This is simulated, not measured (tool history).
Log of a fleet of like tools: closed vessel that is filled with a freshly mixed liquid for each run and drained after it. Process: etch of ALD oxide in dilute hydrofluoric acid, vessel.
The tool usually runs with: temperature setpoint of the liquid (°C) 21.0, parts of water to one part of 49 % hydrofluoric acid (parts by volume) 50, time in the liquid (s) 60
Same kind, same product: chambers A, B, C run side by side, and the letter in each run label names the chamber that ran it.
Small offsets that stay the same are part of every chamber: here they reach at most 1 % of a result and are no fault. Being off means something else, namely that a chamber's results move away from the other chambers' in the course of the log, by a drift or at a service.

run     day  temperature setpoint of the liquid (°C)  parts of water to one part of 49 % hydrofluoric acid (parts by volume)  time in the liquid (s)  hours since the thermometer was replaced  hours since the hydrofluoric acid flow meter was replaced  read-back film thickness of the ALD oxide reference wafer, read on the same gauge (nm)  thickness taken off the ALD oxide on a monitor wafer (Å)
      0.083  -- chamber C: thermometer replaced
 1C   0.362                                     21.0                                                                      50                      60                                       6.7                                                      815.9                                                                                  120.00                                                   181.100
 2A   0.662                                     21.0                                                                      50                      60                                    2207.0                                                     1878.0                                                                                  119.99                                                   183.650
 3B   1.079                                     21.0                                                                      50                      60                                     720.7                                                      790.2                                                                                  119.97                                                   182.690
 4B   1.550                                     21.0                                                                      50                      60                                     732.0                                                      801.5                                                                                  120.00                                                   184.350
 5C   1.879                                     23.5                                                                      50                      60                                      43.1                                                      852.3                                                                                  120.02                                                   201.040
 6A   2.321                                     23.5                                                                      50                      60                                    2246.8                                                     1917.8                                                                                  120.03                                                   201.980
 7C   2.962                                     23.5                                                                      50                      60                                      69.1                                                      878.3                                                                                  120.00                                                   201.390
 8B   3.342                                     21.0                                                                      50                      60                                     775.0                                                      844.5                                                                                  119.97                                                   181.830
 9A   3.833                                     21.0                                                                      50                      60                                    2283.1                                                     1954.1                                                                                  120.02                                                   186.150
10C   4.125                                     21.0                                                                      70                      75                                      97.0                                                      906.2                                                                                  119.97                                                   159.590
11A   4.688                                     21.0                                                                      70                      75                                    2303.6                                                     1974.6                                                                                  119.97                                                   159.330
12B   5.058                                     21.0                                                                      70                      75                                     816.2                                                      885.7                                                                                  119.98                                                   158.130
13B   5.546                                     21.0                                                                      50                      60                                     827.9                                                      897.4                                                                                  119.98                                                   179.320
14C   6.033                                     21.0                                                                      70                      45                                     142.8                                                      952.0                                                                                  119.95                                                    93.946
15A   6.446                                     21.0                                                                      70                      45                                    2345.8                                                     2016.8                                                                                  119.97                                                    96.518
16A   6.967                                     21.0                                                                      70                      45                                    2358.3                                                     2029.3                                                                                  120.02                                                    95.174
17B   7.617                                     21.0                                                                      50                      60                                     877.6                                                      947.1                                                                                  120.02                                                   176.800
18C   8.250                                     21.0                                                                      50                      60                                     196.0                                                     1005.2                                                                                  120.05                                                   179.200
19C   8.875                                     25.5                                                                      50                      60                                     211.0                                                     1020.2                                                                                  119.96                                                   218.780
20B   9.308                                     25.5                                                                      50                      60                                     918.2                                                      987.7                                                                                  120.06                                                   212.920
21A   9.708                                     25.5                                                                      50                      60                                    2424.1                                                     2095.1                                                                                  119.95                                                   223.530
     10.025  -- chamber B: thermometer replaced
22C  10.042                                     21.0                                                                      50                      60                                     239.0                                                     1048.2                                                                                  119.97                                                   180.880
23A  10.500                                     24.5                                                                      50                      60                                    2443.1                                                     2114.1                                                                                  120.03                                                   210.380
24B  11.071                                     24.5                                                                      50                      60                                      25.1                                                     1030.0                                                                                  120.02                                                   201.430
25A  11.388                                     24.5                                                                      50                      60                                    2464.4                                                     2135.4                                                                                  120.01                                                   212.180
26B  11.792                                     21.0                                                                      50                      60                                      42.4                                                     1047.3                                                                                  119.96                                                   174.650
27C  12.212                                     21.0                                                                      50                      60                                     291.1                                                     1100.3                                                                                  120.00                                                   180.810
28B  12.788                                     21.0                                                                      50                      60                                      66.3                                                     1071.2                                                                                  119.97                                                   173.060
29C  13.108                                     17.5                                                                      50                      80                                     312.6                                                     1121.8                                                                                  119.96                                                   205.640
30A  13.683                                     17.5                                                                      50                      80                                    2519.5                                                     2190.5                                                                                  119.99                                                   210.290
31A  14.229                                     17.5                                                                      50                      80                                    2532.6                                                     2203.6                                                                                  120.02                                                   210.030
     14.250  -- chamber A: hydrofluoric acid flow meter replaced
32B  14.738                                     21.0                                                                      50                      60                                     113.1                                                     1118.0                                                                                  120.01                                                   169.130
33C  15.100                                     21.0                                                                      50                      60                                     360.4                                                     1169.6                                                                                  119.99                                                   179.530
34A  15.512                                     21.0                                                                      50                      60                                    2563.4                                                       30.3                                                                                  120.03                                                   182.780
35B  16.121                                     21.0                                                                      50                      60                                     146.3                                                     1151.2                                                                                  119.97                                                   170.630
36C  16.467                                     18.5                                                                      50                      60                                     393.2                                                     1202.4                                                                                  120.04                                                   164.250
37C  17.042                                     18.5                                                                      50                      60                                     407.0                                                     1216.2                                                                                  120.02                                                   164.800
38A  17.329                                     18.5                                                                      50                      60                                    2607.0                                                       73.9                                                                                  120.04                                                   165.310
39B  17.708                                     21.0                                                                      50                      60                                     184.4                                                     1189.3                                                                                  120.01                                                   170.100
     18.167  -- chamber A: thermometer replaced
40A  18.208                                     21.0                                                                      30                      60                                       1.1                                                       95.0                                                                                  119.98                                                   312.390

Next, all 3 chambers run the settings below, one line each with question marks for the results. What does each chamber give?
41A  18.675                                     21.0                                                                      50                      35                                                                                                                                                                                                                                                      ?
41B  18.675                                     21.0                                                                      50                      35                                                                                                                                                                                                                                                      ?
41C  18.675                                     21.0                                                                      50                      35                                                                                                                                                                                                                                                      ?

run  thickness taken off the ALD oxide on a monitor wafer (Å)
41A                                                   106.400
41B                                                    98.408
41C                                                   106.000
